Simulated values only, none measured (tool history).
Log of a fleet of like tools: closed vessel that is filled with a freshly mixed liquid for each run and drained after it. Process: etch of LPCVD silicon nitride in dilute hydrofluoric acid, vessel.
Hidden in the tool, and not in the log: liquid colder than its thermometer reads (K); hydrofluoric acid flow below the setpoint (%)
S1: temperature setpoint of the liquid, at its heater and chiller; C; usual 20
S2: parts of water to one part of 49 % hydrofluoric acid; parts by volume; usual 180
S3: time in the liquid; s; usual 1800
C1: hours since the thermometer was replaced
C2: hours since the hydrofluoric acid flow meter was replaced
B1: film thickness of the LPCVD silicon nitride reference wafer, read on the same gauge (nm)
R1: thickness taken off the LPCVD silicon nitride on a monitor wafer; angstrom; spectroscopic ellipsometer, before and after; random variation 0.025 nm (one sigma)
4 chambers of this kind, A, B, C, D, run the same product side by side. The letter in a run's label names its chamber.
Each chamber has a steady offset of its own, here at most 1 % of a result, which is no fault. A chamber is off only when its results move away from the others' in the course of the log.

run 1B hour=7.8 | S1=20 S2=180 S3=1800 | C1=467.7 C2=527.9 | B1=69.990 | R1=38.723
run 2A hour=15.1 | S1=20 S2=180 S3=1800 | C1=645.4 C2=468.7 | B1=69.992 | R1=37.654
run 3D hour=23.4 | S1=20 S2=180 S3=1800 | C1=1242.3 C2=797.5 | B1=70.020 | R1=37.639
run 4C hour=30.1 | S1=20 S2=180 S3=1800 | C1=1593.0 C2=1742.0 | B1=70.011 | R1=37.802
run 5B hour=36.9 | S1=20 S2=180 S3=1800 | C1=496.8 C2=557.0 | B1=70.028 | R1=38.327
run 6A hour=47.9 | S1=20 S2=180 S3=1800 | C1=678.2 C2=501.5 | B1=69.970 | R1=38.071
run 7D hour=57.0 | S1=20 S2=180 S3=1800 | C1=1275.9 C2=831.1 | B1=69.999 | R1=37.248
run 8C hour=67.8 | S1=20 S2=180 S3=1800 | C1=1630.7 C2=1779.7 | B1=70.020 | R1=37.965
run 9A hour=78.2 | S1=20 S2=180 S3=1800 | C1=708.5 C2=531.8 | B1=69.992 | R1=37.818
run 10C hour=83.9 | S1=20 S2=130 S3=1800 | C1=1646.8 C2=1795.8 | B1=70.011 | R1=51.833
run 11D hour=92.5 | S1=20 S2=130 S3=1800 | C1=1311.4 C2=866.6 | B1=70.004 | R1=50.799
run 12B hour=98.3 | S1=20 S2=130 S3=1800 | C1=558.2 C2=618.4 | B1=70.004 | R1=52.604
run 13A hour=109.3 | S1=20 S2=130 S3=1800 | C1=739.6 C2=562.9 | B1=69.968 | R1=51.599
-- hour=110.1 chamber A: thermometer replaced
run 14D hour=120.7 | S1=20 S2=180 S3=1800 | C1=1339.6 C2=894.8 | B1=69.997 | R1=36.614
run 15C hour=126.7 | S1=17 S2=180 S3=1800 | C1=1689.6 C2=1838.6 | B1=69.998 | R1=31.270
run 16B hour=138.1 | S1=17 S2=180 S3=1800 | C1=598.0 C2=658.2 | B1=69.979 | R1=31.419
run 17A hour=148.0 | S1=17 S2=180 S3=1800 | C1=37.9 C2=601.6 | B1=69.961 | R1=30.998
run 18B hour=155.1 | S1=17 S2=180 S3=1800 | C1=615.0 C2=675.2 | B1=69.993 | R1=31.366
run 19D hour=162.8 | S1=20 S2=180 S3=1800 | C1=1381.7 C2=936.9 | B1=70.034 | R1=36.000
run 20C hour=169.3 | S1=20 S2=180 S3=1800 | C1=1732.2 C2=1881.2 | B1=69.996 | R1=37.657
-- hour=179.3 chamber C: thermometer replaced
run 21B hour=182.0 | S1=20 S2=180 S3=1800 | C1=641.9 C2=702.1 | B1=69.972 | R1=38.504
run 22D hour=187.7 | S1=20 S2=180 S3=1800 | C1=1406.6 C2=961.8 | B1=69.973 | R1=35.782
run 23C hour=193.7 | S1=20 S2=180 S3=1800 | C1=14.5 C2=1905.6 | B1=69.994 | R1=38.460
run 24A hour=202.9 | S1=20 S2=220 S3=1800 | C1=92.8 C2=656.5 | B1=70.022 | R1=31.495
-- hour=206.5 chamber A: hydrofluoric acid flow meter replaced
run 25B hour=214.9 | S1=20 S2=220 S3=1800 | C1=674.8 C2=735.0 | B1=69.954 | R1=32.046
run 26A hour=225.3 | S1=20 S2=220 S3=1800 | C1=115.2 C2=18.9 | B1=69.997 | R1=31.169

All 4 chambers run these settings next. Forecast each chamber's results:
run 27A hour=234.7 | S1=20 S2=180 S3=2395 | R1=?
run 27B hour=234.7 | S1=20 S2=180 S3=2395 | R1=?
run 27C hour=234.7 | S1=20 S2=180 S3=2395 | R1=?
run 27D hour=234.7 | S1=20 S2=180 S3=2395 | R1=?

run=27A R1=50.542
run=27B R1=50.748
run=27C R1=50.597
run=27D R1=46.994
